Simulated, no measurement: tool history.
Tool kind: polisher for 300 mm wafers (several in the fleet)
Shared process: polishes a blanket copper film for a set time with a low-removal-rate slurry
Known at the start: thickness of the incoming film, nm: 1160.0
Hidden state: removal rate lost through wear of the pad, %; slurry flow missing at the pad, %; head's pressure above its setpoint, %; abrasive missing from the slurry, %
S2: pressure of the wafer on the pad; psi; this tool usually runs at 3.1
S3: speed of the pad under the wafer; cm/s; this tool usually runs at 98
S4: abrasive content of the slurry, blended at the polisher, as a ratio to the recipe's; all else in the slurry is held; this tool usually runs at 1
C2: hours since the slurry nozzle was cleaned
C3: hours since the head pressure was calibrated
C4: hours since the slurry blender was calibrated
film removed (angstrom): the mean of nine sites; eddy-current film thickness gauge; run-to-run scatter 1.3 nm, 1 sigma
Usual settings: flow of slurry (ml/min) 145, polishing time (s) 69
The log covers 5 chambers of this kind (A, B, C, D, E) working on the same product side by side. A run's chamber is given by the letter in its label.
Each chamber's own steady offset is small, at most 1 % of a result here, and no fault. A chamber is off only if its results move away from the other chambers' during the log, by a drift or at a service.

At hour 2.9: chamber B: worn pad replaced by a new one.
Run 1A, hour 5.5: usual settings; wafers polished on this pad 73; C2 539.6; C3 856.7; C4 45.4. Result: film removed (angstrom) 1995.6.
Run 2C, hour 13.5: usual settings; wafers polished on this pad 811; C2 263.9; C3 240.6; C4 399.6. Result: film removed (angstrom) 2028.8.
At hour 20.1: chamber C: slurry blender recalibrated.
Run 3D, hour 23.7: usual settings; wafers polished on this pad 394; C2 539.6; C3 947.4; C4 39.1. Result: film removed (angstrom) 2007.6.
Run 4B, hour 33.9: usual settings; wafers polished on this pad 213; C2 508.5; C3 182.8; C4 117.7. Result: film removed (angstrom) 1983.4.
At hour 39.3: chamber B: slurry nozzle cleaned.
Run 5E, hour 44.1: usual settings; wafers polished on this pad 414; C2 393.9; C3 353.7; C4 81.8. Result: film removed (angstrom) 2011.6.
Run 6B, hour 50.2: usual settings; wafers polished on this pad 326; C2 10.9; C3 199.1; C4 134.0. Result: film removed (angstrom) 2007.5.
At hour 57.7: chamber C: worn pad replaced by a new one.
Run 7A, hour 60.1: usual settings; wafers polished on this pad 450; C2 594.2; C3 911.3; C4 100.0. Result: film removed (angstrom) 1997.0.
Run 8C, hour 66.1: usual settings but flow of slurry (ml/min) 115, S2 2.1 psi; wafers polished on this pad 58; C2 316.5; C3 293.2; C4 46.0. Result: film removed (angstrom) 1290.1.
Run 9D, hour 76.4: usual settings but flow of slurry (ml/min) 115, S2 2.1 psi; wafers polished on this pad 757; C2 592.3; C3 1000.1; C4 91.8. Result: film removed (angstrom) 1285.2.
At hour 79.2: chamber A: worn pad replaced by a new one.
At hour 79.5: chamber D: worn pad replaced by a new one.
Run 10E, hour 82.8: usual settings but flow of slurry (ml/min) 115, S2 2.1 psi; wafers polished on this pad 681; C2 432.6; C3 392.4; C4 120.5. Result: film removed (angstrom) 1314.1.
Run 11C, hour 89.9: usual settings but flow of slurry (ml/min) 115, S2 2.1 psi; wafers polished on this pad 222; C2 340.3; C3 317.0; C4 69.8. Result: film removed (angstrom) 1289.8.
At hour 91.3: chamber A: slurry nozzle cleaned.
Run 12E, hour 98.5: usual settings but flow of slurry (ml/min) 115, S2 2.1 psi; wafers polished on this pad 789; C2 448.3; C3 408.1; C4 136.2. Result: film removed (angstrom) 1297.6.
At hour 99.3: chamber E: worn pad replaced by a new one.
Run 13A, hour 105.1: usual settings; wafers polished on this pad 178; C2 13.8; C3 956.3; C4 145.0. Result: film removed (angstrom) 2011.7.
Run 14D, hour 113.4: usual settings; wafers polished on this pad 233; C2 629.3; C3 1037.1; C4 128.8. Result: film removed (angstrom) 2005.2.
At hour 115.7: chamber B: worn pad replaced by a new one.
Run 15B, hour 122.0: usual settings; wafers polished on this pad 44; C2 82.7; C3 270.9; C4 205.8. Result: film removed (angstrom) 2007.8.
At hour 127.7: chamber A: slurry blender recalibrated.
Run 16D, hour 132.2: usual settings; wafers polished on this pad 363; C2 648.1; C3 1055.9; C4 147.6. Result: film removed (angstrom) 2014.1.
Run 17E, hour 140.4: usual settings; wafers polished on this pad 283; C2 490.2; C3 450.0; C4 178.1. Result: film removed (angstrom) 2004.9.
Run 18C, hour 147.7: usual settings; wafers polished on this pad 620; C2 398.1; C3 374.8; C4 127.6. Result: film removed (angstrom) 2016.2.
At hour 158.1: chamber D: head pressure recalibrated.
Run 19B, hour 158.3: usual settings; wafers polished on this pad 294; C2 119.0; C3 307.2; C4 242.1. Result: film removed (angstrom) 1994.6.
Run 20A, hour 168.8: usual settings; wafers polished on this pad 617; C2 77.5; C3 1020.0; C4 41.2. Result: film removed (angstrom) 2019.6.
At hour 174.3: chamber B: slurry blender recalibrated.
Run 21C, hour 177.4: usual settings but S2 2.7 psi; wafers polished on this pad 825; C2 427.8; C3 404.5; C4 157.3. Result: film removed (angstrom) 1756.9.
At hour 179.6: chamber A: worn pad replaced by a new one.
At hour 184.3: chamber D: worn pad replaced by a new one.
Run 22B, hour 184.4: usual settings but S2 2.7 psi; wafers polished on this pad 474; C2 145.1; C3 333.3; C4 10.1. Result: film removed (angstrom) 1733.8.
Run 23D, hour 190.2: usual settings but S2 2.7 psi; wafers polished on this pad 40; C2 706.1; C3 32.1; C4 205.6. Result: film removed (angstrom) 1857.7.
At hour 192.1: chamber E: slurry blender recalibrated.
Run 24E, hour 201.9: usual settings but S2 2.7 psi; wafers polished on this pad 707; C2 551.7; C3 511.5; C4 9.8. Result: film removed (angstrom) 1758.1.
Run 25A, hour 211.4: usual settings but S2 2.7 psi; wafers polished on this pad 219; C2 120.1; C3 1062.6; C4 83.8. Result: film removed (angstrom) 1744.8.
At hour 220.2: chamber C: worn pad replaced by a new one.
Run 26E, hour 222.8: usual settings; wafers polished on this pad 851; C2 572.6; C3 532.4; C4 30.7. Result: film removed (angstrom) 2011.4.
At hour 222.9: chamber B: head pressure recalibrated.
Run 27C, hour 228.1: usual settings; wafers polished on this pad 54; C2 478.5; C3 455.2; C4 208.0. Result: film removed (angstrom) 2029.1.
At hour 229.1: chamber E: worn pad replaced by a new one.
Run 28B, hour 234.1: usual settings; wafers polished on this pad 817; C2 194.8; C3 11.2; C4 59.8. Result: film removed (angstrom) 2025.9.
Run 29A, hour 242.4: usual settings; wafers polished on this pad 433; C2 151.1; C3 1093.6; C4 114.8. Result: film removed (angstrom) 2006.6.
Run 30D, hour 248.4: usual settings but S3 68 cm/s; wafers polished on this pad 442; C2 764.3; C3 90.3; C4 263.8. Result: film removed (angstrom) 1485.6.
At hour 255.3: chamber B: worn pad replaced by a new one.
Run 31B, hour 256.4: usual settings but S3 68 cm/s; wafers polished on this pad 7; C2 217.1; C3 33.5; C4 82.1. Result: film removed (angstrom) 1397.0.
At hour 262.9: chamber A: worn pad replaced by a new one.
Run 32C, hour 266.6: usual settings but S3 68 cm/s; wafers polished on this pad 320; C2 517.0; C3 493.7; C4 246.5. Result: film removed (angstrom) 1394.6.
At hour 269.4: chamber E: head pressure recalibrated.
Run 33A, hour 272.6: usual settings but S3 68 cm/s; wafers polished on this pad 67; C2 181.3; C3 1123.8; C4 145.0. Result: film removed (angstrom) 1383.3.
At hour 279.3: chamber D: worn pad replaced by a new one.
Run 34D, hour 280.1: usual settings but S3 68 cm/s; wafers polished on this pad 5; C2 796.0; C3 122.0; C4 295.5. Result: film removed (angstrom) 1490.0.
Run 35E, hour 287.7: usual settings but S3 126 cm/s, polishing time (s) 89; wafers polished on this pad 404; C2 637.5; C3 18.4; C4 95.6. Result: film removed (angstrom) 3344.3.
Run 36D, hour 295.4: usual settings but S3 126 cm/s, polishing time (s) 89; wafers polished on this pad 111; C2 811.3; C3 137.3; C4 310.8. Result: film removed (angstrom) 3593.2.
Run 37E, hour 303.5: usual settings but S3 126 cm/s, polishing time (s) 89; wafers polished on this pad 513; C2 653.3; C3 34.2; C4 111.4. Result: film removed (angstrom) 3301.6.
Run 38A, hour 313.0: usual settings but S3 126 cm/s, polishing time (s) 89; wafers polished on this pad 345; C2 221.7; C3 1164.2; C4 185.4. Result: film removed (angstrom) 3312.9.
Run 39C, hour 318.4: usual settings but S3 126 cm/s, polishing time (s) 89; wafers polished on this pad 677; C2 568.8; C3 545.5; C4 298.3. Result: film removed (angstrom) 3378.1.
Run 40B, hour 327.3: usual settings; wafers polished on this pad 496; C2 288.0; C3 104.4; C4 153.0. Result: film removed (angstrom) 2016.1.

For the next run the whole fleet of 5 chambers uses the same settings. Give each chamber's results:
Run 41A, hour 335.8: usual settings. Result: film removed (angstrom) ?.
Run 41B, hour 335.8: usual settings. Result: film removed (angstrom) ?.
Run 41C, hour 335.8: usual settings. Result: film removed (angstrom) ?.
Run 41D, hour 335.8: usual settings. Result: film removed (angstrom) ?.
Run 41E, hour 335.8: usual settings. Result: film removed (angstrom) ?.

run  film removed (angstrom)
41A                   2010.6
41B                   2024.8
41C                   2017.5
41D                   2134.4
41E                   2011.2

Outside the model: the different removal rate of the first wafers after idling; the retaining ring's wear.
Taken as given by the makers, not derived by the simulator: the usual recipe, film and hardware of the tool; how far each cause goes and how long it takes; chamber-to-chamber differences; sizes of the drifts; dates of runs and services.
